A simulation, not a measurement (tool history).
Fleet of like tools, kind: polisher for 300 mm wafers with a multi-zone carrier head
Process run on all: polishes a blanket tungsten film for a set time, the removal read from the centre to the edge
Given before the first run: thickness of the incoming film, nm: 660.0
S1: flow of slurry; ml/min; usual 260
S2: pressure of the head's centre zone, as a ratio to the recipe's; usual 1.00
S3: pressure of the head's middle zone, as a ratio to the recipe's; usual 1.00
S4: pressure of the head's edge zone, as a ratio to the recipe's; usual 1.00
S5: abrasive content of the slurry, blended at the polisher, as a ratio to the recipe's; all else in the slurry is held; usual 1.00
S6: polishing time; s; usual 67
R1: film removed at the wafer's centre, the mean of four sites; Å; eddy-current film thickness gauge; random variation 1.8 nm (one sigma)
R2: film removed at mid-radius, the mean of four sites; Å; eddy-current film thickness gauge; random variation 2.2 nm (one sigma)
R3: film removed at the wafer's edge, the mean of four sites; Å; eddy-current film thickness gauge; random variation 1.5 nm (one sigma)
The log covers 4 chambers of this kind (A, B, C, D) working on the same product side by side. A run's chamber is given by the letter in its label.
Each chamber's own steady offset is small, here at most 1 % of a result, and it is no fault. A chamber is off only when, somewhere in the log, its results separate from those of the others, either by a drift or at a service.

| run | hour | S1 | S2 | S3 | S4 | S5 | S6 | R1 | R2 | R3 |
|---|---|---|---|---|---|---|---|---|---|---|
| 1D | 4.4 | 260 | 1.00 | 1.00 | 1.00 | 1.00 | 67 | 2035.5 | 2048.2 | 2040.8 |
|  | 7.8 | chamber A: worn pad replaced by a new one |
|  | 10.3 | chamber B: centre zone pressure recalibrated |
| 2A | 14.0 | 260 | 1.00 | 1.00 | 1.00 | 1.00 | 67 | 2030.1 | 2029.7 | 2054.2 |
| 3B | 22.6 | 260 | 1.00 | 1.00 | 1.00 | 1.00 | 67 | 2004.7 | 2012.8 | 2006.0 |
| 4C | 32.1 | 260 | 1.00 | 1.00 | 1.00 | 1.00 | 67 | 2037.2 | 2015.9 | 2015.6 |
| 5A | 38.2 | 260 | 1.00 | 1.00 | 1.00 | 1.00 | 67 | 2071.1 | 2002.2 | 2017.3 |
| 6B | 45.0 | 260 | 1.00 | 1.00 | 1.00 | 1.00 | 67 | 2034.6 | 2002.5 | 2010.2 |
| 7C | 49.8 | 260 | 1.00 | 1.00 | 1.00 | 1.00 | 67 | 2059.2 | 2032.8 | 2025.5 |
| 8D | 57.5 | 260 | 1.00 | 1.00 | 1.00 | 1.00 | 67 | 2052.6 | 2053.8 | 2025.3 |
|  | 64.1 | chamber B: worn pad replaced by a new one |
| 9D | 65.0 | 260 | 1.00 | 1.00 | 1.00 | 1.00 | 67 | 2033.3 | 2056.6 | 1996.5 |
| 10A | 74.1 | 260 | 0.89 | 1.00 | 1.00 | 0.85 | 67 | 1723.1 | 1936.6 | 1949.6 |
|  | 75.4 | chamber A: worn pad replaced by a new one |
|  | 81.4 | chamber D: worn pad replaced by a new one |
| 11B | 81.8 | 260 | 0.89 | 1.00 | 1.00 | 0.85 | 67 | 1736.8 | 1923.2 | 1918.6 |
| 12C | 88.5 | 260 | 0.89 | 1.00 | 1.00 | 0.85 | 67 | 1739.4 | 1982.6 | 1965.1 |
| 13B | 96.6 | 260 | 0.89 | 1.00 | 1.00 | 0.85 | 67 | 1722.2 | 1908.7 | 1964.0 |
|  | 96.7 | chamber C: worn pad replaced by a new one |
| 14A | 106.4 | 260 | 1.00 | 1.00 | 1.00 | 1.00 | 67 | 2071.8 | 2018.7 | 2033.7 |
| 15D | 114.8 | 260 | 1.00 | 1.00 | 1.00 | 1.00 | 67 | 1995.6 | 2008.3 | 2052.4 |
| 16C | 124.6 | 260 | 0.93 | 1.00 | 1.00 | 1.00 | 80 | 2247.3 | 2464.5 | 2439.5 |
| 17B | 133.2 | 260 | 0.93 | 1.00 | 1.00 | 1.00 | 80 | 2243.3 | 2387.6 | 2407.4 |
| 18A | 142.6 | 260 | 0.93 | 1.00 | 1.00 | 1.00 | 80 | 2301.7 | 2464.6 | 2448.0 |
|  | 143.1 | chamber B: worn pad replaced by a new one |
| 19C | 149.3 | 260 | 0.93 | 1.00 | 1.00 | 1.00 | 80 | 2222.4 | 2455.1 | 2424.2 |
| 20D | 153.7 | 260 | 1.00 | 1.00 | 1.00 | 1.00 | 67 | 2036.8 | 2015.9 | 2028.2 |
|  | 155.6 | chamber D: edge zone pressure recalibrated |
|  | 156.8 | chamber A: worn pad replaced by a new one |
| 21C | 160.5 | 260 | 1.00 | 1.00 | 1.00 | 1.00 | 67 | 2033.2 | 2024.1 | 2043.0 |
|  | 165.7 | chamber B: slurry nozzle cleaned |
| 22D | 169.5 | 260 | 1.00 | 1.00 | 1.00 | 1.00 | 67 | 2062.1 | 2036.0 | 2035.0 |
| 23A | 175.7 | 260 | 1.00 | 1.00 | 1.00 | 1.00 | 67 | 2025.0 | 2017.4 | 2022.1 |
| 24B | 185.4 | 260 | 1.00 | 1.00 | 1.00 | 1.00 | 67 | 2046.8 | 1972.5 | 2013.6 |
| 25A | 195.2 | 260 | 1.00 | 1.00 | 1.00 | 1.00 | 67 | 2039.9 | 2042.5 | 2053.5 |
|  | 196.6 | chamber D: worn pad replaced by a new one |
| 26D | 204.3 | 260 | 1.00 | 1.00 | 1.00 | 1.00 | 67 | 2046.8 | 2077.3 | 2025.5 |
| 27B | 211.8 | 260 | 1.00 | 1.00 | 1.00 | 1.00 | 67 | 2041.8 | 2029.7 | 2040.0 |
| 28C | 221.6 | 260 | 1.00 | 0.93 | 1.11 | 1.00 | 67 | 2042.9 | 1899.4 | 2155.8 |
|  | 227.5 | chamber B: worn pad replaced by a new one |
| 29B | 231.4 | 260 | 1.00 | 0.93 | 1.11 | 1.00 | 67 | 2033.3 | 1927.6 | 2097.8 |
| 30D | 240.6 | 260 | 1.00 | 0.93 | 1.11 | 1.00 | 67 | 2053.5 | 1908.2 | 2161.6 |
|  | 242.3 | chamber C: worn pad replaced by a new one |
|  | 244.0 | chamber A: worn pad replaced by a new one |
| 31A | 246.7 | 260 | 1.00 | 0.93 | 1.11 | 1.00 | 67 | 2049.7 | 1886.1 | 2176.2 |
| 32C | 251.1 | 260 | 1.00 | 1.00 | 1.00 | 1.00 | 67 | 2053.3 | 2008.4 | 2045.0 |
| 33B | 259.7 | 260 | 1.00 | 1.00 | 1.00 | 1.00 | 67 | 2022.1 | 2040.3 | 2020.7 |
| 34A | 268.7 | 260 | 0.95 | 1.00 | 1.00 | 1.00 | 67 | 1927.7 | 2016.4 | 2032.4 |

Each of the 4 chambers runs these same settings next. Fill in every chamber's results:
| 35A | 275.8 | 260 | 1.00 | 1.00 | 1.00 | 1.00 | 67 | ? | ? | ? |
| 35B | 275.8 | 260 | 1.00 | 1.00 | 1.00 | 1.00 | 67 | ? | ? | ? |
| 35C | 275.8 | 260 | 1.00 | 1.00 | 1.00 | 1.00 | 67 | ? | ? | ? |
| 35D | 275.8 | 260 | 1.00 | 1.00 | 1.00 | 1.00 | 67 | ? | ? | ? |

| run | R1 | R2 | R3 |
|---|---|---|---|
| 35A | 2014.6 | 2028.6 | 2054.3 |
| 35B | 2026.1 | 2037.4 | 2034.8 |
| 35C | 2072.9 | 2010.9 | 2018.3 |
| 35D | 2030.3 | 2035.2 | 2047.3 |
